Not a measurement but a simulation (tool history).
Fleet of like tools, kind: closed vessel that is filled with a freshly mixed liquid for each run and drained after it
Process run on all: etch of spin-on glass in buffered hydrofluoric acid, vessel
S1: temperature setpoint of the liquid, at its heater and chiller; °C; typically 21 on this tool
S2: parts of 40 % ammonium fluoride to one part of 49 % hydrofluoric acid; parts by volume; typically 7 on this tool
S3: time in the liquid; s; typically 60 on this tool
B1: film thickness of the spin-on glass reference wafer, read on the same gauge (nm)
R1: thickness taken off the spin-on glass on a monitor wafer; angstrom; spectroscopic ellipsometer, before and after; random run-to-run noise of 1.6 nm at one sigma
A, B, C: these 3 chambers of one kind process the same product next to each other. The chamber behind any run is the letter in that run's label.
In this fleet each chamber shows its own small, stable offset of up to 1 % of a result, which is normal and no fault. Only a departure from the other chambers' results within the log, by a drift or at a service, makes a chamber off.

Run 1A, hour 3.7: usual settings; B1 140. Result: R1 3278.6 angstrom.
Run 2B, hour 6.6: usual settings; B1 139.99. Result: R1 3256.8 angstrom.
Run 3C, hour 11: usual settings; B1 140.01. Result: R1 3243.3 angstrom.
Run 4B, hour 14.9: usual settings; B1 140. Result: R1 3249.6 angstrom.
Run 5A, hour 18.4: usual settings; B1 139.99. Result: R1 3281.7 angstrom.
Run 6C, hour 21: usual settings but S2 9.5 parts by volume, S3 75 s; B1 140.01. Result: R1 3002.7 angstrom.
Run 7C, hour 24.7: usual settings but S2 9.5 parts by volume, S3 75 s; B1 140.02. Result: R1 3008 angstrom.
Run 8B, hour 28.5: usual settings but S2 9.5 parts by volume, S3 75 s; B1 140.01. Result: R1 2957.5 angstrom.
Run 9A, hour 31.9: usual settings; B1 139.99. Result: R1 3241.3 angstrom.
Run 10A, hour 35.1: usual settings; B1 140. Result: R1 3269.3 angstrom.
Run 11C, hour 38.9: usual settings; B1 140. Result: R1 3269.1 angstrom.
Run 12B, hour 43.3: usual settings; B1 140.02. Result: R1 3158.3 angstrom.
Run 13A, hour 45.5: usual settings but S1 18.5 °C, S3 45 s; B1 139.99. Result: R1 2129.1 angstrom.
Run 14C, hour 47.6: usual settings but S1 18.5 °C, S3 45 s; B1 140.01. Result: R1 2122.4 angstrom.
Run 15B, hour 50.9: usual settings but S1 18.5 °C, S3 45 s; B1 140.01. Result: R1 2044.4 angstrom.
Run 16C, hour 54.5: usual settings but S2 8 parts by volume; B1 140.02. Result: R1 2819.5 angstrom.
Run 17B, hour 56.9: usual settings but S2 8 parts by volume; B1 140.01. Result: R1 2688.5 angstrom.
Run 18A, hour 60.5: usual settings but S2 8 parts by volume; B1 140.01. Result: R1 2811.2 angstrom.
Run 19C, hour 64: usual settings but S1 17 °C; B1 140. Result: R1 2610 angstrom.
Run 20A, hour 68.2: usual settings but S1 17 °C; B1 140. Result: R1 2575.4 angstrom.

Does one chamber stand apart from the rest, does the shared gauge drift, or is all well apart from small per-chamber offsets? Give the chamber and the most likely cause, where there is one.

Chamber B drifts away from the others.
Likeliest cause: hydrofluoric acid flow below the setpoint (%) = 4.96.
Not necessarily distinguishable in this log from: liquid colder than its thermometer reads (K).

Below are 4 candidate recipes for chamber B's next run, each the usual settings with a change, their results shown as question marks. Which of them brings B's results back in line with what the other chambers give on the usual settings?
In line means no further than this from the other chambers' mean on the usual settings: R1 58 angstrom
Run 21B-1, hour 71.4: usual settings but S1 22 °C. Result: R1 ?.
Run 21B-2, hour 71.4: usual settings but S1 20 °C. Result: R1 ?.
Run 21B-3, hour 71.4: usual settings but S1 20.5 °C. Result: R1 ?.
Run 21B-4, hour 71.4: usual settings but S1 21.5 °C. Result: R1 ?.

The other chambers' mean on the usual settings: R1 3259.2 angstrom
  run      R1
21B-1  3247.9
21B-2  2909.8
21B-3  2990.4
21B-4  3161.2
21B-1 puts the chamber back in line with the other chambers.
